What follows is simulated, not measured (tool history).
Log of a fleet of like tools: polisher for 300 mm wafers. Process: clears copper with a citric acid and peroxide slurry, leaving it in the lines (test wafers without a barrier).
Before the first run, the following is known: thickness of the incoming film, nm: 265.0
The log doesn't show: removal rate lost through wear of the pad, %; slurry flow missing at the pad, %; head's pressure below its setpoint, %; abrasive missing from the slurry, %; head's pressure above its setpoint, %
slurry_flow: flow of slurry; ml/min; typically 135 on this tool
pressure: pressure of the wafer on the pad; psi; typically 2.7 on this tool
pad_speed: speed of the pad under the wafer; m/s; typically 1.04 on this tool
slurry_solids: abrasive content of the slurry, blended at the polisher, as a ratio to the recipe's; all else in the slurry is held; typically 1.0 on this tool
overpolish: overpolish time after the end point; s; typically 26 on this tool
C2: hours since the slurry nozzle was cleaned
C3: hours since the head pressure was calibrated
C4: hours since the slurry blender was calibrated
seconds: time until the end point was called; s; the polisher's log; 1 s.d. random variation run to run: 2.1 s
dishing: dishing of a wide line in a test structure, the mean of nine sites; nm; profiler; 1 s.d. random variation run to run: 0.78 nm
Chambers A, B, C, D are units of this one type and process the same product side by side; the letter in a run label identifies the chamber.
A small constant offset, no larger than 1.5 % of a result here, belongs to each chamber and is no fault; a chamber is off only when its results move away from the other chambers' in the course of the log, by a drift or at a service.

Run 1A, hour 3.8: usual settings; wafers polished on this pad 537; C2 593.4; C3 1029.4; C4 66.8. Result: seconds 133.73 s, dishing 36.131 nm.
Run 2B, hour 6.8: usual settings; wafers polished on this pad 307; C2 43.2; C3 993.3; C4 150.9. Result: seconds 134.30 s, dishing 35.369 nm.
Run 3D, hour 11.7: usual settings; wafers polished on this pad 659; C2 659.2; C3 1135.5; C4 267.2. Result: seconds 136.15 s, dishing 36.367 nm.
Run 4C, hour 16.6: usual settings; wafers polished on this pad 340; C2 83.0; C3 784.8; C4 320.6. Result: seconds 135.98 s, dishing 35.146 nm.
Run 5B, hour 19.2: usual settings; wafers polished on this pad 385; C2 55.6; C3 1005.7; C4 163.3. Result: seconds 131.34 s, dishing 37.449 nm.
At hour 22.2: chamber C: slurry blender recalibrated.
Run 6A, hour 24.1: usual settings; wafers polished on this pad 664; C2 613.7; C3 1049.7; C4 87.1. Result: seconds 134.40 s, dishing 37.029 nm.
Run 7D, hour 28.4: usual settings; wafers polished on this pad 763; C2 675.9; C3 1152.2; C4 283.9. Result: seconds 134.02 s, dishing 35.827 nm.
Run 8C, hour 32.4: usual settings but pressure 2.2 psi, overpolish 13 s; wafers polished on this pad 439; C2 98.8; C3 800.6; C4 10.2. Result: seconds 166.66 s, dishing 15.866 nm.
Run 9D, hour 35.4: usual settings but pressure 2.2 psi, overpolish 13 s; wafers polished on this pad 807; C2 682.9; C3 1159.2; C4 290.9. Result: seconds 162.28 s, dishing 15.842 nm.
At hour 39.4: chamber A: worn pad replaced by a new one.
Run 10C, hour 39.9: usual settings but pressure 2.2 psi, overpolish 13 s; wafers polished on this pad 486; C2 106.3; C3 808.1; C4 17.7. Result: seconds 163.04 s, dishing 15.471 nm.
At hour 43.8: chamber D: slurry nozzle cleaned.
At hour 43.9: chamber D: head pressure recalibrated.
Run 11B, hour 44.2: usual settings but pressure 2.2 psi, overpolish 13 s; wafers polished on this pad 541; C2 80.6; C3 1030.7; C4 188.3. Result: seconds 167.34 s, dishing 16.043 nm.
Run 12A, hour 48.7: usual settings; wafers polished on this pad 58; C2 638.3; C3 1074.3; C4 111.7. Result: seconds 133.56 s, dishing 35.866 nm.
Run 13A, hour 51.7: usual settings; wafers polished on this pad 77; C2 641.3; C3 1077.3; C4 114.7. Result: seconds 139.41 s, dishing 36.929 nm.
Run 14B, hour 56.0: usual settings but overpolish 36 s; wafers polished on this pad 614; C2 92.4; C3 1042.5; C4 200.1. Result: seconds 138.29 s, dishing 48.176 nm.
Run 15C, hour 59.4: usual settings but overpolish 36 s; wafers polished on this pad 608; C2 125.8; C3 827.6; C4 37.2. Result: seconds 131.68 s, dishing 45.699 nm.
Run 16D, hour 63.9: usual settings but overpolish 36 s; wafers polished on this pad 985; C2 20.2; C3 20.1; C4 319.4. Result: seconds 137.31 s, dishing 47.618 nm.
Run 17C, hour 67.9: usual settings but overpolish 36 s; wafers polished on this pad 661; C2 134.3; C3 836.1; C4 45.7. Result: seconds 133.29 s, dishing 44.863 nm.
Run 18B, hour 70.3: usual settings; wafers polished on this pad 704; C2 106.7; C3 1056.8; C4 214.4. Result: seconds 130.64 s, dishing 35.418 nm.
Run 19A, hour 74.1: usual settings; wafers polished on this pad 217; C2 663.7; C3 1099.7; C4 137.1. Result: seconds 136.58 s, dishing 35.391 nm.
Run 20D, hour 78.7: usual settings; wafers polished on this pad 1077; C2 35.0; C3 34.9; C4 334.2. Result: seconds 137.47 s, dishing 36.540 nm.
At hour 80.3: chamber D: worn pad replaced by a new one.
Run 21B, hour 81.6: usual settings; wafers polished on this pad 774; C2 118.0; C3 1068.1; C4 225.7. Result: seconds 136.70 s, dishing 34.697 nm.
Run 22D, hour 84.2: usual settings; wafers polished on this pad 24; C2 40.5; C3 40.4; C4 339.7. Result: seconds 134.93 s, dishing 35.872 nm.
Run 23C, hour 86.9: usual settings; wafers polished on this pad 780; C2 153.3; C3 855.1; C4 64.7. Result: seconds 131.11 s, dishing 34.274 nm.
Run 24A, hour 91.4: usual settings; wafers polished on this pad 325; C2 681.0; C3 1117.0; C4 154.4. Result: seconds 132.63 s, dishing 35.165 nm.
At hour 91.7: chamber A: slurry nozzle cleaned.
At hour 95.7: chamber A: slurry blender recalibrated.
Run 25C, hour 96.4: usual settings; wafers polished on this pad 839; C2 162.8; C3 864.6; C4 74.2. Result: seconds 134.98 s, dishing 35.030 nm.
Run 26D, hour 99.5: usual settings; wafers polished on this pad 120; C2 55.8; C3 55.7; C4 355.0. Result: seconds 137.35 s, dishing 35.055 nm.
Run 27A, hour 102.1: usual settings; wafers polished on this pad 392; C2 10.4; C3 1127.7; C4 6.5. Result: seconds 133.46 s, dishing 34.711 nm.
At hour 104.6: chamber B: worn pad replaced by a new one.
Run 28B, hour 105.8: usual settings but slurry_flow 100 ml/min, pressure 3.1 psi; wafers polished on this pad 8; C2 142.2; C3 1092.3; C4 249.9. Result: seconds 124.05 s, dishing 39.220 nm.
Run 29C, hour 109.9: usual settings but slurry_flow 100 ml/min, pressure 3.1 psi; wafers polished on this pad 923; C2 176.3; C3 878.1; C4 87.7. Result: seconds 122.98 s, dishing 37.922 nm.
At hour 110.0: chamber B: slurry blender recalibrated.
Run 30B, hour 114.0: usual settings but slurry_flow 100 ml/min, pressure 3.1 psi; wafers polished on this pad 59; C2 150.4; C3 1100.5; C4 4.0. Result: seconds 125.72 s, dishing 37.186 nm.

Is one chamber out of step, is the gauge drifting, or do the chambers differ by no more than their own small offsets? For an off chamber, give its letter and the likeliest cause.

No chamber is off and the gauge is stable; the differences are just each chamber's small, constant offset.
